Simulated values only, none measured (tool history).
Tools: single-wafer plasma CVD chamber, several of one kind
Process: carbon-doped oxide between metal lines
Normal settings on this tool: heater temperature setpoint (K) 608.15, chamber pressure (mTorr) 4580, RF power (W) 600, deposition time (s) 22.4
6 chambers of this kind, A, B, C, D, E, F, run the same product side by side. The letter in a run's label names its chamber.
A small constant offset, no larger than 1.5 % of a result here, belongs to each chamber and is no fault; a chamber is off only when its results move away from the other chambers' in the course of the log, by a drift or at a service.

run	hour	heater temperature setpoint (K)	chamber pressure (mTorr)	RF power (W)	deposition time (s)	read-back reference wafer on the same gauge, thickness_nm	mean film thickness on the monitor wafer (Å)
1A	8.5	608.15	4580	600	22.4	156.00	1304.3
2E	18.1	608.15	4580	600	22.4	155.87	1309.9
3C	30.7	608.15	4580	600	22.4	155.99	1325.6
4D	40.5	608.15	4580	600	22.4	155.99	1334.6
5F	54.0	608.15	4580	600	22.4	155.99	1336.9
6B	62.0	608.15	4580	600	22.4	156.00	1335.9
7A	70.2	608.15	4580	600	22.4	156.12	1313.5
8F	81.4	608.15	4580	600	22.4	155.94	1343.3
9C	90.4	608.15	4580	600	22.4	156.01	1314.4
10D	103.0	608.15	4580	600	22.4	155.86	1333.8
11B	111.1	608.15	4580	600	22.4	156.14	1329.9
12E	119.6	608.15	4580	600	22.4	155.91	1316.0
13F	128.3	608.15	4580	600	22.4	156.10	1332.3
14E	142.5	608.15	5060	600	18.6	156.09	1111.7
15B	151.2	608.15	5060	600	18.6	156.09	1119.9
16A	162.8	608.15	5060	600	18.6	156.13	1108.6
17C	171.1	608.15	5060	600	18.6	156.14	1117.3
18D	183.7	608.15	5060	600	18.6	156.04	1123.7
# hour 190.7: chamber B: thermocouple changed; heater temperature recalibrated
19E	192.0	608.15	5060	600	18.6	155.95	1111.2
20D	205.8	608.15	4580	600	22.4	155.96	1326.4
21C	214.3	608.15	4580	600	22.4	156.07	1315.1
22F	227.3	608.15	4580	600	22.4	156.09	1328.2
23A	240.7	608.15	4580	600	22.4	156.03	1320.1
24B	254.7	608.15	4580	600	22.4	155.96	1333.3
25D	263.8	608.15	4580	600	22.4	156.05	1337.7
26E	276.2	608.15	4580	600	22.4	156.00	1314.6
# hour 282.9: chamber E: RF generator calibrated
27F	288.7	608.15	4580	600	22.4	156.05	1305.7
28A	301.0	608.15	4580	600	22.4	156.04	1317.4
29C	315.3	608.15	4580	600	22.4	156.06	1316.4
# hour 318.4: chamber E: capacitance manometer re-zeroed and calibrated
30B	323.6	613.15	4580	600	19.9	155.89	1165.4
31D	329.8	613.15	4580	600	19.9	156.17	1170.4
32E	342.2	613.15	4580	600	19.9	156.00	1148.0
33A	349.2	613.15	4580	600	19.9	156.09	1147.9
34B	360.1	613.15	4580	600	19.9	155.93	1172.2
35F	372.1	613.15	4580	600	19.9	155.95	1130.9
36C	379.8	608.15	4580	600	22.4	156.00	1315.4
37B	389.0	596.15	4580	600	18.8	156.07	1166.3
38C	400.6	596.15	4580	600	18.8	156.01	1160.1
39F	407.4	596.15	4580	600	18.8	156.05	1139.0

For the next run the whole fleet of 6 chambers uses the same settings. Give each chamber's results:
40A	417.6	608.15	4580	600	24.0		?
40B	417.6	608.15	4580	600	24.0		?
40C	417.6	608.15	4580	600	24.0		?
40D	417.6	608.15	4580	600	24.0		?
40E	417.6	608.15	4580	600	24.0		?
40F	417.6	608.15	4580	600	24.0		?

run	mean film thickness on the monitor wafer (Å)
40A	1416.2
40B	1421.6
40C	1417.9
40D	1426.8
40E	1414.3
40F	1376.5
